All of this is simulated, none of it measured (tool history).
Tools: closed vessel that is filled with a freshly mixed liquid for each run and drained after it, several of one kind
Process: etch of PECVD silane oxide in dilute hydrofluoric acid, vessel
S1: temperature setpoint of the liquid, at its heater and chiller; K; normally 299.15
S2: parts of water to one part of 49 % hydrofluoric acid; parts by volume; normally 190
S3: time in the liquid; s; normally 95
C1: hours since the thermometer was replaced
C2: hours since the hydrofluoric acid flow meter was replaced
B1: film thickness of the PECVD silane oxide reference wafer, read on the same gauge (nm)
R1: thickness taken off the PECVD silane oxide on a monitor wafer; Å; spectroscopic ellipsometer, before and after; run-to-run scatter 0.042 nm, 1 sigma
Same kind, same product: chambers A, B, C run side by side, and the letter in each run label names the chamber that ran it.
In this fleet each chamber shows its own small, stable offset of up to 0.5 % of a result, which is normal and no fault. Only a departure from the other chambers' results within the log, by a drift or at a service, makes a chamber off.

run,hour,S1,S2,S3,C1,C2,B1,R1
1B,5,299.15,190,95,2557.8,524.4,90.012,72.334
2C,11.8,299.15,190,95,836.9,1155.8,90.049,73.566
3A,18.3,299.15,190,95,1050.4,542.1,90.044,73.436
4C,24,299.15,190,95,849.1,1168,90.019,73.323
5B,31.5,299.15,190,95,2584.3,550.9,89.974,72.063
6A,39.5,299.15,190,95,1071.6,563.3,89.988,73.44
7B,46,299.15,190,115,2598.8,565.4,89.981,87.614
8A,53.2,299.15,190,115,1085.3,577,89.987,88.031
9C,56.8,299.15,190,115,881.9,1200.8,90.055,88.277
10B,64.3,301.15,190,95,2617.1,583.7,89.965,78.716
11A,69.9,301.15,190,95,1102,593.7,89.977,78.178
12C,73.3,301.15,190,95,898.4,1217.3,89.985,78.851
13C,80.5,299.15,190,95,905.6,1224.5,90.045,73.631
14A,86.6,299.15,190,130,1118.7,610.4,90.041,100.09
15B,90.4,299.15,190,130,2643.2,609.8,89.971,100.34
16C,98,299.15,190,130,923.1,1242,90.013,99.431
17A,102.8,299.15,190,95,1134.9,626.6,89.992,73.538
18B,107.9,299.15,190,95,2660.7,627.3,89.988,73.072
19B,113.2,299.15,190,95,2666,632.6,90.01,72.44
20C,120.6,299.15,190,95,945.7,1264.6,90.041,73.396
21A,128.3,299.15,190,95,1160.4,652.1,90,74.296
22B,135.6,299.15,190,95,2688.4,655,90.047,72.484
23A,143.2,299.15,190,95,1175.3,667,89.996,74.847
24C,147.2,299.15,190,95,972.3,1291.2,89.942,72.679
25C,153.9,299.15,190,95,979,1297.9,89.975,73.911
26B,158.6,299.15,190,95,2711.4,678,90.033,73.106
27A,166.1,299.15,190,95,1198.2,689.9,89.998,75.327

Decide between three cases: one chamber stands off from its peers, the gauge reading all wafers drifts, or nothing is wrong past each chamber's small offset. Where a chamber is off, say which and what most likely put it there.

Little by little, chamber A moves away from the other chambers.
Most likely cause: hydrofluoric acid flow above the setpoint (%) = 2.65.
From this log alone, it may not be told apart from: liquid hotter than its thermometer reads (K).

Which of the 4 candidates below, each the usual settings with something changed and its results left as question marks, puts chamber A back in line with what the other chambers give on the usual settings?
In line here means within this much of the mean the other chambers give on the usual settings: R1 1.5 Å
28A-1,171.8,299.15,185,95,,,,?
28A-2,171.8,301.15,190,95,,,,?
28A-3,171.8,299.15,200,95,,,,?
28A-4,171.8,299.15,195,95,,,,?

Other chambers, usual settings, mean: R1 73.061 Å
run,R1
28A-1,77.492
28A-2,80.673
28A-3,70.473
28A-4,72.689
With 28A-4, the chamber falls back in line with the rest.
